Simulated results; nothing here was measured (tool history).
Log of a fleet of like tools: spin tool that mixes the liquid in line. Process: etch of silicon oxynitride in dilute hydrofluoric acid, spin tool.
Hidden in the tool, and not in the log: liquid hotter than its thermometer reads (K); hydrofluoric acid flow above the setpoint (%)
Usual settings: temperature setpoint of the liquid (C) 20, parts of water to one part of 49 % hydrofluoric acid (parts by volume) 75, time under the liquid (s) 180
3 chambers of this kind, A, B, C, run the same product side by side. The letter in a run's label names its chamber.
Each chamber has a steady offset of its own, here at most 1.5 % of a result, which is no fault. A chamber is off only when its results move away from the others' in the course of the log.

| run | hour | temperature setpoint of the liquid (C) | parts of water to one part of 49 % hydrofluoric acid (parts by volume) | time under the liquid (s) | hours since the thermometer was replaced | hours since the hydrofluoric acid flow meter was replaced | read-back film thickness of the silicon oxynitride reference wafer, read on the same gauge (nm) | thickness taken off the silicon oxynitride on a monitor wafer (nm) |
|---|---|---|---|---|---|---|---|---|
| 1A | 8 | 20 | 75 | 180 | 1629.1 | 487.6 | 40.013 | 4.9696 |
| 2C | 15.9 | 20 | 75 | 180 | 609.9 | 643.3 | 40.005 | 4.973 |
| 3B | 24.9 | 20 | 75 | 180 | 222.5 | 395.4 | 39.992 | 4.9186 |
| 4B | 30.2 | 20 | 75 | 180 | 227.8 | 400.7 | 40.001 | 4.9313 |
| 5C | 36.3 | 20 | 75 | 180 | 630.3 | 663.7 | 40 | 5.0217 |
| 6A | 45.1 | 20 | 75 | 180 | 1666.2 | 524.7 | 40.013 | 5.0402 |
| 7C | 54.8 | 20 | 75 | 180 | 648.8 | 682.2 | 40.011 | 4.9733 |
| 8A | 60.9 | 20 | 75 | 180 | 1682 | 540.5 | 40.026 | 5.0552 |
|  | 64.4 | chamber A: thermometer replaced |
| 9B | 68.9 | 20 | 75 | 180 | 266.5 | 439.4 | 40.027 | 5.0691 |
| 10C | 74.1 | 20 | 75 | 180 | 668.1 | 701.5 | 40.017 | 5.0034 |
| 11A | 81.7 | 20 | 75 | 180 | 17.4 | 561.3 | 40.012 | 4.9976 |
| 12B | 90.3 | 20 | 75 | 180 | 287.9 | 460.8 | 40.003 | 5.0464 |
| 13C | 100.2 | 20 | 75 | 180 | 694.2 | 727.6 | 40.035 | 4.9436 |
| 14B | 111.4 | 20 | 75 | 180 | 309 | 481.9 | 39.995 | 5.1148 |
| 15A | 121.4 | 20 | 40 | 90 | 57.1 | 601 | 40.018 | 4.8909 |
| 16A | 131 | 20 | 40 | 90 | 66.7 | 610.6 | 40.01 | 4.7404 |
|  | 138 | chamber A: hydrofluoric acid flow meter replaced |
| 17B | 138 | 20 | 40 | 90 | 335.6 | 508.5 | 39.986 | 4.9057 |
| 18C | 143.7 | 20 | 75 | 180 | 737.7 | 771.1 | 39.97 | 4.9905 |
| 19B | 154.8 | 20 | 75 | 180 | 352.4 | 525.3 | 39.996 | 5.1122 |
| 20C | 163.4 | 20 | 75 | 180 | 757.4 | 790.8 | 40.013 | 4.9943 |
| 21A | 171.9 | 20 | 75 | 180 | 107.6 | 33.9 | 40.02 | 4.9816 |
| 22B | 177.8 | 20 | 75 | 180 | 375.4 | 548.3 | 39.975 | 5.1808 |
| 23A | 185 | 20 | 75 | 180 | 120.7 | 47 | 40.021 | 4.9722 |
| 24C | 195.5 | 20 | 75 | 180 | 789.5 | 822.9 | 39.983 | 4.9366 |
| 25C | 201.5 | 20 | 75 | 180 | 795.5 | 828.9 | 40.013 | 4.9469 |
| 26B | 210.4 | 20 | 75 | 180 | 408 | 580.9 | 39.991 | 5.2561 |
| 27A | 218 | 20 | 75 | 180 | 153.7 | 80 | 39.99 | 5.0111 |
| 28C | 226.8 | 20 | 75 | 180 | 820.8 | 854.2 | 39.983 | 4.9884 |
| 29B | 233.4 | 20 | 75 | 180 | 431 | 603.9 | 40.015 | 5.2546 |
| 30A | 244.9 | 20 | 75 | 180 | 180.6 | 106.9 | 39.985 | 4.9535 |
| 31A | 251.3 | 20 | 75 | 180 | 187 | 113.3 | 40.013 | 5.0351 |
| 32B | 257.1 | 20 | 75 | 180 | 454.7 | 627.6 | 40 | 5.4304 |

Next, every chamber runs the same settings. What will each give?
| 33A | 265.3 | 20 | 75 | 180 |  |  |  | ? |
| 33B | 265.3 | 20 | 75 | 180 |  |  |  | ? |
| 33C | 265.3 | 20 | 75 | 180 |  |  |  | ? |

| run | thickness taken off the silicon oxynitride on a monitor wafer (nm) |
|---|---|
| 33A | 5.0011 |
| 33B | 5.264 |
| 33C | 4.9822 |
